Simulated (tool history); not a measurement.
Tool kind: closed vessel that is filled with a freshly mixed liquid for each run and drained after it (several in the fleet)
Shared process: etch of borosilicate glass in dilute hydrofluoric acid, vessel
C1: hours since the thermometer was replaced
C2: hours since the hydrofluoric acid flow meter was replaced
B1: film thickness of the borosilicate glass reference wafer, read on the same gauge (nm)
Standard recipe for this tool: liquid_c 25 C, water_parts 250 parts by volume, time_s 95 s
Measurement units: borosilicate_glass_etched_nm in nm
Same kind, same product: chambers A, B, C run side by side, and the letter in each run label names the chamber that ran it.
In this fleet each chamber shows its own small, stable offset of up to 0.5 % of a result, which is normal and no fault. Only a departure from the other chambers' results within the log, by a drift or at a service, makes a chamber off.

{"run": "1C", "hour": 9.9, "liquid_c": 25, "water_parts": 250, "time_s": 95, "C1": 456.9, "C2": 455.1, "B1": 80.005, "borosilicate_glass_etched_nm": 8.0336}
{"run": "2B", "hour": 16.2, "liquid_c": 25, "water_parts": 250, "time_s": 95, "C1": 650.9, "C2": 1056.7, "B1": 80.007, "borosilicate_glass_etched_nm": 7.9853}
{"run": "3A", "hour": 22.9, "liquid_c": 25, "water_parts": 250, "time_s": 95, "C1": 1168.6, "C2": 209.8, "B1": 80.013, "borosilicate_glass_etched_nm": 7.9577}
{"run": "4C", "hour": 31.4, "liquid_c": 25, "water_parts": 250, "time_s": 95, "C1": 478.4, "C2": 476.6, "B1": 80.008, "borosilicate_glass_etched_nm": 8.0615}
{"run": "5A", "hour": 36.9, "liquid_c": 25, "water_parts": 250, "time_s": 95, "C1": 1182.6, "C2": 223.8, "B1": 80.002, "borosilicate_glass_etched_nm": 7.9826}
{"run": "6B", "hour": 42.5, "liquid_c": 25, "water_parts": 185, "time_s": 120, "C1": 677.2, "C2": 1083.0, "B1": 79.982, "borosilicate_glass_etched_nm": 14.674}
{"run": "7A", "hour": 47.9, "liquid_c": 25, "water_parts": 185, "time_s": 120, "C1": 1193.6, "C2": 234.8, "B1": 79.987, "borosilicate_glass_etched_nm": 14.547}
{"hour": 51.0, "done": "chamber C: hydrofluoric acid flow meter replaced"}
{"run": "8C", "hour": 55.9, "liquid_c": 25, "water_parts": 185, "time_s": 120, "C1": 502.9, "C2": 4.9, "B1": 80.002, "borosilicate_glass_etched_nm": 14.877}
{"run": "9B", "hour": 66.6, "liquid_c": 25, "water_parts": 250, "time_s": 95, "C1": 701.3, "C2": 1107.1, "B1": 80.001, "borosilicate_glass_etched_nm": 8.0099}
{"run": "10A", "hour": 74.5, "liquid_c": 25, "water_parts": 250, "time_s": 95, "C1": 1220.2, "C2": 261.4, "B1": 79.99, "borosilicate_glass_etched_nm": 8.0074}
{"run": "11C", "hour": 85.0, "liquid_c": 25, "water_parts": 250, "time_s": 50, "C1": 532.0, "C2": 34.0, "B1": 79.995, "borosilicate_glass_etched_nm": 4.2313}
{"run": "12B", "hour": 95.6, "liquid_c": 25, "water_parts": 250, "time_s": 50, "C1": 730.3, "C2": 1136.1, "B1": 80.005, "borosilicate_glass_etched_nm": 4.1987}
{"hour": 96.9, "done": "chamber C: thermometer replaced"}
{"run": "13C", "hour": 100.3, "liquid_c": 25, "water_parts": 250, "time_s": 50, "C1": 3.5, "C2": 49.3, "B1": 80.003, "borosilicate_glass_etched_nm": 4.2409}
{"run": "14B", "hour": 107.8, "liquid_c": 25, "water_parts": 250, "time_s": 95, "C1": 742.5, "C2": 1148.3, "B1": 80.005, "borosilicate_glass_etched_nm": 7.957}
{"run": "15A", "hour": 114.9, "liquid_c": 25, "water_parts": 250, "time_s": 95, "C1": 1260.6, "C2": 301.8, "B1": 80.008, "borosilicate_glass_etched_nm": 8.0721}
{"run": "16A", "hour": 121.5, "liquid_c": 25, "water_parts": 250, "time_s": 95, "C1": 1267.2, "C2": 308.4, "B1": 79.995, "borosilicate_glass_etched_nm": 8.0693}
{"run": "17B", "hour": 132.2, "liquid_c": 25, "water_parts": 250, "time_s": 95, "C1": 766.9, "C2": 1172.7, "B1": 80.006, "borosilicate_glass_etched_nm": 7.9596}
{"run": "18C", "hour": 139.3, "liquid_c": 25, "water_parts": 250, "time_s": 95, "C1": 42.5, "C2": 88.3, "B1": 80.008, "borosilicate_glass_etched_nm": 8.0458}
{"run": "19B", "hour": 146.6, "liquid_c": 25, "water_parts": 250, "time_s": 95, "C1": 781.3, "C2": 1187.1, "B1": 80.0, "borosilicate_glass_etched_nm": 7.9952}
{"run": "20A", "hour": 156.1, "liquid_c": 25, "water_parts": 250, "time_s": 95, "C1": 1301.8, "C2": 343.0, "B1": 79.983, "borosilicate_glass_etched_nm": 8.1447}
{"run": "21C", "hour": 163.1, "liquid_c": 25, "water_parts": 250, "time_s": 95, "C1": 66.3, "C2": 112.1, "B1": 79.997, "borosilicate_glass_etched_nm": 8.0226}
{"run": "22B", "hour": 171.4, "liquid_c": 25, "water_parts": 250, "time_s": 95, "C1": 806.1, "C2": 1211.9, "B1": 79.998, "borosilicate_glass_etched_nm": 7.9557}
{"run": "23A", "hour": 181.7, "liquid_c": 25, "water_parts": 250, "time_s": 95, "C1": 1327.4, "C2": 368.6, "B1": 79.993, "borosilicate_glass_etched_nm": 8.1007}
{"run": "24C", "hour": 187.1, "liquid_c": 25, "water_parts": 250, "time_s": 95, "C1": 90.3, "C2": 136.1, "B1": 80.017, "borosilicate_glass_etched_nm": 8.0635}
{"run": "25A", "hour": 195.0, "liquid_c": 25, "water_parts": 250, "time_s": 95, "C1": 1340.7, "C2": 381.9, "B1": 80.001, "borosilicate_glass_etched_nm": 8.1553}
{"run": "26C", "hour": 199.8, "liquid_c": 25, "water_parts": 250, "time_s": 95, "C1": 103.0, "C2": 148.8, "B1": 80.008, "borosilicate_glass_etched_nm": 8.0265}
{"run": "27B", "hour": 209.5, "liquid_c": 25, "water_parts": 250, "time_s": 95, "C1": 844.2, "C2": 1250.0, "B1": 80.004, "borosilicate_glass_etched_nm": 7.9931}
{"run": "28C", "hour": 215.6, "liquid_c": 25, "water_parts": 250, "time_s": 95, "C1": 118.8, "C2": 164.6, "B1": 80.008, "borosilicate_glass_etched_nm": 8.0589}
{"run": "29B", "hour": 222.4, "liquid_c": 25, "water_parts": 250, "time_s": 95, "C1": 857.1, "C2": 1262.9, "B1": 80.003, "borosilicate_glass_etched_nm": 7.925}
{"run": "30A", "hour": 232.0, "liquid_c": 25, "water_parts": 250, "time_s": 95, "C1": 1377.7, "C2": 418.9, "B1": 80.002, "borosilicate_glass_etched_nm": 8.1394}
{"run": "31A", "hour": 237.6, "liquid_c": 25, "water_parts": 250, "time_s": 95, "C1": 1383.3, "C2": 424.5, "B1": 80.002, "borosilicate_glass_etched_nm": 8.203}
{"run": "32B", "hour": 246.5, "liquid_c": 25, "water_parts": 250, "time_s": 95, "C1": 881.2, "C2": 1287.0, "B1": 80.002, "borosilicate_glass_etched_nm": 7.965}
{"run": "33C", "hour": 253.7, "liquid_c": 25, "water_parts": 250, "time_s": 95, "C1": 156.9, "C2": 202.7, "B1": 80.021, "borosilicate_glass_etched_nm": 8.0879}
{"run": "34C", "hour": 260.3, "liquid_c": 25, "water_parts": 250, "time_s": 95, "C1": 163.5, "C2": 209.3, "B1": 80.013, "borosilicate_glass_etched_nm": 8.0412}
{"run": "35B", "hour": 269.9, "liquid_c": 25, "water_parts": 250, "time_s": 95, "C1": 904.6, "C2": 1310.4, "B1": 79.996, "borosilicate_glass_etched_nm": 7.9551}
{"run": "36A", "hour": 275.8, "liquid_c": 25, "water_parts": 250, "time_s": 95, "C1": 1421.5, "C2": 462.7, "B1": 80.021, "borosilicate_glass_etched_nm": 8.2412}
{"run": "37C", "hour": 285.6, "liquid_c": 25, "water_parts": 250, "time_s": 95, "C1": 188.8, "C2": 234.6, "B1": 80.01, "borosilicate_glass_etched_nm": 8.0672}

Has any chamber moved away from the others, gradually or after a service, or does the common gauge drift, or do the chambers differ only by their own small steady offsets? State the chamber and the most likely cause if one applies.

Little by little, chamber A moves away from the other chambers.
What lies behind it: liquid hotter than its thermometer reads (K) = 0.909.
It could be hard to tell apart here from: hydrofluoric acid flow above the setpoint (%).

Which of the 4 candidates below, each the usual settings with something changed and its results left as question marks, puts chamber A back in line with what the other chambers give on the usual settings?
In-line tolerance around the mean of the other chambers on the usual settings: borosilicate_glass_etched_nm 0.0970 nm
{"run": "38A-1", "hour": 293.4, "liquid_c": 25, "water_parts": 240, "time_s": 95, "borosilicate_glass_etched_nm": "?"}
{"run": "38A-2", "hour": 293.4, "liquid_c": 25, "water_parts": 245, "time_s": 95, "borosilicate_glass_etched_nm": "?"}
{"run": "38A-3", "hour": 293.4, "liquid_c": 25, "water_parts": 255, "time_s": 95, "borosilicate_glass_etched_nm": "?"}
{"run": "38A-4", "hour": 293.4, "liquid_c": 25, "water_parts": 250, "time_s": 90, "borosilicate_glass_etched_nm": "?"}

On the usual settings, the other chambers give on average: borosilicate_glass_etched_nm 8.0063 nm
run=38A-1 borosilicate_glass_etched_nm=8.6718
run=38A-2 borosilicate_glass_etched_nm=8.4530
run=38A-3 borosilicate_glass_etched_nm=8.0414
run=38A-4 borosilicate_glass_etched_nm=7.8091
The right change is 38A-3: it brings the chamber back within the allowed miss of the others.

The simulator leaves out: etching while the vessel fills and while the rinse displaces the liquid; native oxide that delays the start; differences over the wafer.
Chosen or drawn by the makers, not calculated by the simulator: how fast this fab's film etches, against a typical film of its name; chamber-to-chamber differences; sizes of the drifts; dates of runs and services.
